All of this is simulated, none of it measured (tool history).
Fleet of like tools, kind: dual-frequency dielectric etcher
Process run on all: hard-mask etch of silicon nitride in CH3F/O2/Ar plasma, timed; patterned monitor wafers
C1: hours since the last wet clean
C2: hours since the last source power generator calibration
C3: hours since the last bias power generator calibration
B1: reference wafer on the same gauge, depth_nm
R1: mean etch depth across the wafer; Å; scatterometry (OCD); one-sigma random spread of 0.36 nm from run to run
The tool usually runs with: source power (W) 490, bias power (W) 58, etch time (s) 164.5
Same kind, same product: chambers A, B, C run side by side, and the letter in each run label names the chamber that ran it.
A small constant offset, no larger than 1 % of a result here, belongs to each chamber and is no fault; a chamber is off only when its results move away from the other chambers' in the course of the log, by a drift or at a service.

run 1A hour=8.1 | source_power_(W)=490 bias_power_(W)=58 etch_time_(s)=164.5 | C1=562.4 C2=2040.6 C3=1153.3 | B1=129.13 | R1=1151.30
run 2C hour=15.5 | source_power_(W)=490 bias_power_(W)=58 etch_time_(s)=164.5 | C1=267.3 C2=2167.4 C3=686.3 | B1=129.01 | R1=1156.40
run 3B hour=28.7 | source_power_(W)=490 bias_power_(W)=58 etch_time_(s)=164.5 | C1=118.1 C2=465.0 C3=2163.4 | B1=129.03 | R1=1160.60
run 4B hour=36.6 | source_power_(W)=490 bias_power_(W)=58 etch_time_(s)=164.5 | C1=126.0 C2=472.9 C3=2171.3 | B1=129.10 | R1=1160.40
run 5A hour=44.5 | source_power_(W)=490 bias_power_(W)=58 etch_time_(s)=164.5 | C1=598.8 C2=2077.0 C3=1189.7 | B1=129.08 | R1=1144.90
run 6C hour=57.6 | source_power_(W)=490 bias_power_(W)=64 etch_time_(s)=202.5 | C1=309.4 C2=2209.5 C3=728.4 | B1=129.05 | R1=1465.50
run 7B hour=66.0 | source_power_(W)=490 bias_power_(W)=64 etch_time_(s)=202.5 | C1=155.4 C2=502.3 C3=2200.7 | B1=129.04 | R1=1478.20
run 8C hour=79.3 | source_power_(W)=490 bias_power_(W)=64 etch_time_(s)=202.5 | C1=331.1 C2=2231.2 C3=750.1 | B1=129.03 | R1=1466.40
run 9A hour=91.2 | source_power_(W)=490 bias_power_(W)=58 etch_time_(s)=164.5 | C1=645.5 C2=2123.7 C3=1236.4 | B1=129.00 | R1=1153.70
run 10A hour=103.0 | source_power_(W)=530 bias_power_(W)=58 etch_time_(s)=208.0 | C1=657.3 C2=2135.5 C3=1248.2 | B1=128.93 | R1=1494.50
-- hour=107.2 chamber A: wet clean of the chamber
-- hour=107.6 chamber B: bias power generator calibrated
run 11C hour=115.3 | source_power_(W)=530 bias_power_(W)=58 etch_time_(s)=208.0 | C1=367.1 C2=2267.2 C3=786.1 | B1=129.12 | R1=1506.80
run 12B hour=123.6 | source_power_(W)=530 bias_power_(W)=58 etch_time_(s)=208.0 | C1=213.0 C2=559.9 C3=16.0 | B1=129.01 | R1=1514.60
run 13C hour=130.6 | source_power_(W)=490 bias_power_(W)=58 etch_time_(s)=164.5 | C1=382.4 C2=2282.5 C3=801.4 | B1=128.99 | R1=1152.30
run 14B hour=143.8 | source_power_(W)=490 bias_power_(W)=58 etch_time_(s)=164.5 | C1=233.2 C2=580.1 C3=36.2 | B1=128.97 | R1=1160.20
run 15A hour=154.3 | source_power_(W)=490 bias_power_(W)=58 etch_time_(s)=164.5 | C1=47.1 C2=2186.8 C3=1299.5 | B1=129.03 | R1=1147.20
run 16B hour=162.1 | source_power_(W)=490 bias_power_(W)=58 etch_time_(s)=164.5 | C1=251.5 C2=598.4 C3=54.5 | B1=129.08 | R1=1164.80
run 17A hour=171.8 | source_power_(W)=490 bias_power_(W)=58 etch_time_(s)=164.5 | C1=64.6 C2=2204.3 C3=1317.0 | B1=129.08 | R1=1153.50
run 18C hour=180.0 | source_power_(W)=490 bias_power_(W)=58 etch_time_(s)=164.5 | C1=431.8 C2=2331.9 C3=850.8 | B1=129.01 | R1=1150.00
run 19B hour=187.0 | source_power_(W)=490 bias_power_(W)=58 etch_time_(s)=164.5 | C1=276.4 C2=623.3 C3=79.4 | B1=129.01 | R1=1159.80
run 20A hour=196.5 | source_power_(W)=490 bias_power_(W)=58 etch_time_(s)=164.5 | C1=89.3 C2=2229.0 C3=1341.7 | B1=128.94 | R1=1153.80
-- hour=202.4 chamber C: source power generator calibrated
run 21C hour=207.0 | source_power_(W)=490 bias_power_(W)=58 etch_time_(s)=164.5 | C1=458.8 C2=4.7 C3=877.8 | B1=128.91 | R1=1153.90
run 22B hour=214.3 | source_power_(W)=490 bias_power_(W)=58 etch_time_(s)=164.5 | C1=303.7 C2=650.6 C3=106.7 | B1=129.05 | R1=1157.10
run 23C hour=223.1 | source_power_(W)=490 bias_power_(W)=58 etch_time_(s)=164.5 | C1=474.9 C2=20.8 C3=893.9 | B1=129.05 | R1=1153.50
run 24A hour=229.5 | source_power_(W)=490 bias_power_(W)=58 etch_time_(s)=164.5 | C1=122.3 C2=2262.0 C3=1374.7 | B1=128.96 | R1=1152.60
run 25C hour=238.3 | source_power_(W)=490 bias_power_(W)=58 etch_time_(s)=164.5 | C1=490.1 C2=36.0 C3=909.1 | B1=128.97 | R1=1152.40
run 26B hour=246.0 | source_power_(W)=490 bias_power_(W)=58 etch_time_(s)=192.5 | C1=335.4 C2=682.3 C3=138.4 | B1=129.02 | R1=1355.10
run 27A hour=256.8 | source_power_(W)=490 bias_power_(W)=58 etch_time_(s)=192.5 | C1=149.6 C2=2289.3 C3=1402.0 | B1=128.96 | R1=1349.90
-- hour=261.1 chamber C: wet clean of the chamber
run 28A hour=270.1 | source_power_(W)=490 bias_power_(W)=58 etch_time_(s)=192.5 | C1=162.9 C2=2302.6 C3=1415.3 | B1=128.92 | R1=1338.00
run 29C hour=275.8 | source_power_(W)=490 bias_power_(W)=58 etch_time_(s)=164.5 | C1=14.7 C2=73.5 C3=946.6 | B1=128.98 | R1=1152.80
run 30B hour=282.0 | source_power_(W)=490 bias_power_(W)=58 etch_time_(s)=124.0 | C1=371.4 C2=718.3 C3=174.4 | B1=129.00 | R1=876.72
run 31A hour=289.4 | source_power_(W)=490 bias_power_(W)=58 etch_time_(s)=124.0 | C1=182.2 C2=2321.9 C3=1434.6 | B1=128.99 | R1=867.59
run 32B hour=295.5 | source_power_(W)=490 bias_power_(W)=58 etch_time_(s)=124.0 | C1=384.9 C2=731.8 C3=187.9 | B1=128.94 | R1=875.02
run 33C hour=301.9 | source_power_(W)=490 bias_power_(W)=58 etch_time_(s)=164.5 | C1=40.8 C2=99.6 C3=972.7 | B1=129.07 | R1=1158.00
run 34B hour=309.1 | source_power_(W)=490 bias_power_(W)=58 etch_time_(s)=164.5 | C1=398.5 C2=745.4 C3=201.5 | B1=128.92 | R1=1173.10
run 35C hour=322.3 | source_power_(W)=490 bias_power_(W)=58 etch_time_(s)=164.5 | C1=61.2 C2=120.0 C3=993.1 | B1=129.02 | R1=1154.00
run 36A hour=330.0 | source_power_(W)=490 bias_power_(W)=58 etch_time_(s)=164.5 | C1=222.8 C2=2362.5 C3=1475.2 | B1=129.00 | R1=1149.10
run 37C hour=342.4 | source_power_(W)=490 bias_power_(W)=58 etch_time_(s)=164.5 | C1=81.3 C2=140.1 C3=1013.2 | B1=128.98 | R1=1157.00
run 38B hour=355.7 | source_power_(W)=490 bias_power_(W)=58 etch_time_(s)=164.5 | C1=445.1 C2=792.0 C3=248.1 | B1=129.00 | R1=1161.20

What goes on in this fleet: one chamber off, a drifting gauge, or nothing beyond the chambers' own small offsets? Name the chamber and the cause, if any.

Beyond each chamber's small constant offset nothing stands out, and the gauge stays steady.
